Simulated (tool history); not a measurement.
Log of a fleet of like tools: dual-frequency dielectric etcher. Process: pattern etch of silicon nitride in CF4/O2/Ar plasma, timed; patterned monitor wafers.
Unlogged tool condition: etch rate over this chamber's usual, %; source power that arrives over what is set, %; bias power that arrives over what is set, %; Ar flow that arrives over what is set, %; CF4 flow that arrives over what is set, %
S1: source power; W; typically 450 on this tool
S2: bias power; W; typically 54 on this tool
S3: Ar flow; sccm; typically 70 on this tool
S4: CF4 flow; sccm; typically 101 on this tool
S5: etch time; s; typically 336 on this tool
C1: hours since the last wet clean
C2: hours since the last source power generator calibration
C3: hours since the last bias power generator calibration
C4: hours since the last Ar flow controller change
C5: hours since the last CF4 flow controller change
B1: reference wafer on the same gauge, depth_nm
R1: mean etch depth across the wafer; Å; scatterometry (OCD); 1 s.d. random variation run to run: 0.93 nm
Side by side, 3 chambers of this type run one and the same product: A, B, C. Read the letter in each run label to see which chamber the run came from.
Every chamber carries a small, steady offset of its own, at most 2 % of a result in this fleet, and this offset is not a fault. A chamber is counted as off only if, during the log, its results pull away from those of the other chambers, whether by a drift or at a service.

run	hour	S1	S2	S3	S4	S5	C1	C2	C3	C4	C5	B1	R1
1A	3.4	450	54	70	101	336	406.6	370.4	1210	3614.8	351	731.57	6227.8
2B	8.6	450	54	70	101	336	80.6	1146.2	2376	587.9	1314.4	731.43	6339.6
3C	12.9	450	54	70	101	336	360.3	4270.1	2062	864.7	1049.8	731.39	6235.6
4C	16.3	450	54	70	101	336	363.7	4273.5	2065.4	868.1	1053.2	731.28	6221.8
5A	19.3	450	54	70	101	336	422.5	386.3	1225.9	3630.7	366.9	731.11	6217.1
6B	23.3	450	54	70	101	336	95.3	1160.9	2390.7	602.6	1329.1	731.36	6334.7
7C	26.6	520	54	70	101	336	374	4283.8	2075.7	878.4	1063.5	730.89	7054.1
8A	32	520	54	70	101	336	435.2	399	1238.6	3643.4	379.6	730.99	7071.8
9B	35.5	520	54	70	101	336	107.5	1173.1	2402.9	614.8	1341.3	731.11	7181.2
10B	39.3	450	54	70	101	336	111.3	1176.9	2406.7	618.6	1345.1	731	6318.7
11C	43.6	450	54	70	101	336	391	4300.8	2092.7	895.4	1080.5	730.56	6257.3
12A	46	390	54	58	101	336	449.2	413	1252.6	3657.4	393.6	730.85	5590.5
13A	48.9	390	54	58	101	336	452.1	415.9	1255.5	3660.3	396.5	730.47	5593.4
14B	53.4	390	54	58	101	336	125.4	1191	2420.8	632.7	1359.2	730.38	5700.2
15C	57.9	450	54	70	101	336	405.3	4315.1	2107	909.7	1094.8	730.64	6227.6
16B	63.1	450	54	70	101	336	135.1	1200.7	2430.5	642.4	1368.9	730.26	6350.1
17C	67.1	450	54	70	101	336	414.5	4324.3	2116.2	918.9	1104	729.67	6210.3
18A	69.6	450	54	70	101	336	472.8	436.6	1276.2	3681	417.2	729.59	6205.5
19B	74.8	450	54	70	101	336	146.8	1212.4	2442.2	654.1	1380.6	729.77	6322.6
20C	79.2	500	54	70	101	336	426.6	4336.4	2128.3	931	1116.1	729.58	6821.9
21A	83.1	500	54	70	101	336	486.3	450.1	1289.7	3694.5	430.7	729.63	6799.5
22B	86.1	500	54	70	101	336	158.1	1223.7	2453.5	665.4	1391.9	729.61	6913.6
23A	90.9	450	54	70	101	336	494.1	457.9	1297.5	3702.3	438.5	729.34	6197.1
24C	94	450	54	70	101	336	441.4	4351.2	2143.1	945.8	1130.9	729.16	6226.4
25B	98.4	450	54	70	101	336	170.4	1236	2465.8	677.7	1404.2	729.06	6307.4
26A	101.9	450	54	70	101	336	505.1	468.9	1308.5	3713.3	449.5	728.7	6199.3
27C	105.9	450	54	70	101	336	453.3	4363.1	2155	957.7	1142.8	728.62	6207.5
28C	109.3	450	54	70	101	336	456.7	4366.5	2158.4	961.1	1146.2	728.92	6209.2
29A	114.4	450	54	70	101	336	517.6	481.4	1321	3725.8	462	728.6	6207.5
30B	118	450	54	70	101	336	190	1255.6	2485.4	697.3	1423.8	728.29	6307.1
31A	120.6	450	54	70	101	260.5	523.8	487.6	1327.2	3732	468.2	728.27	4803
32B	123.6	450	54	70	101	260.5	195.6	1261.2	2491	702.9	1429.4	728.25	4900
33C	127.8	450	54	70	101	260.5	475.2	4385	2176.9	979.6	1164.7	727.98	4799.6
34B	132.3	450	54	70	101	336	204.3	1269.9	2499.7	711.6	1438.1	727.94	6314.6
35C	134.9	450	54	70	101	336	482.3	4392.1	2184	986.7	1171.8	727.42	6207.3
36A	137.6	450	54	56	101	336	540.8	504.6	1344.2	3749	485.2	727.7	6341.2
37A	141.3	450	54	56	101	336	544.5	508.3	1347.9	3752.7	488.9	727.88	6332.3

Has any chamber moved away from the others, gradually or after a service, or does the common gauge drift, or do the chambers differ only by their own small steady offsets? State the chamber and the most likely cause if one applies.

It is the gauge, not a chamber: its drift shows up in every chamber's results at once, and no chamber is off.
Most likely cause: gauge reads low (%) = 0.614.

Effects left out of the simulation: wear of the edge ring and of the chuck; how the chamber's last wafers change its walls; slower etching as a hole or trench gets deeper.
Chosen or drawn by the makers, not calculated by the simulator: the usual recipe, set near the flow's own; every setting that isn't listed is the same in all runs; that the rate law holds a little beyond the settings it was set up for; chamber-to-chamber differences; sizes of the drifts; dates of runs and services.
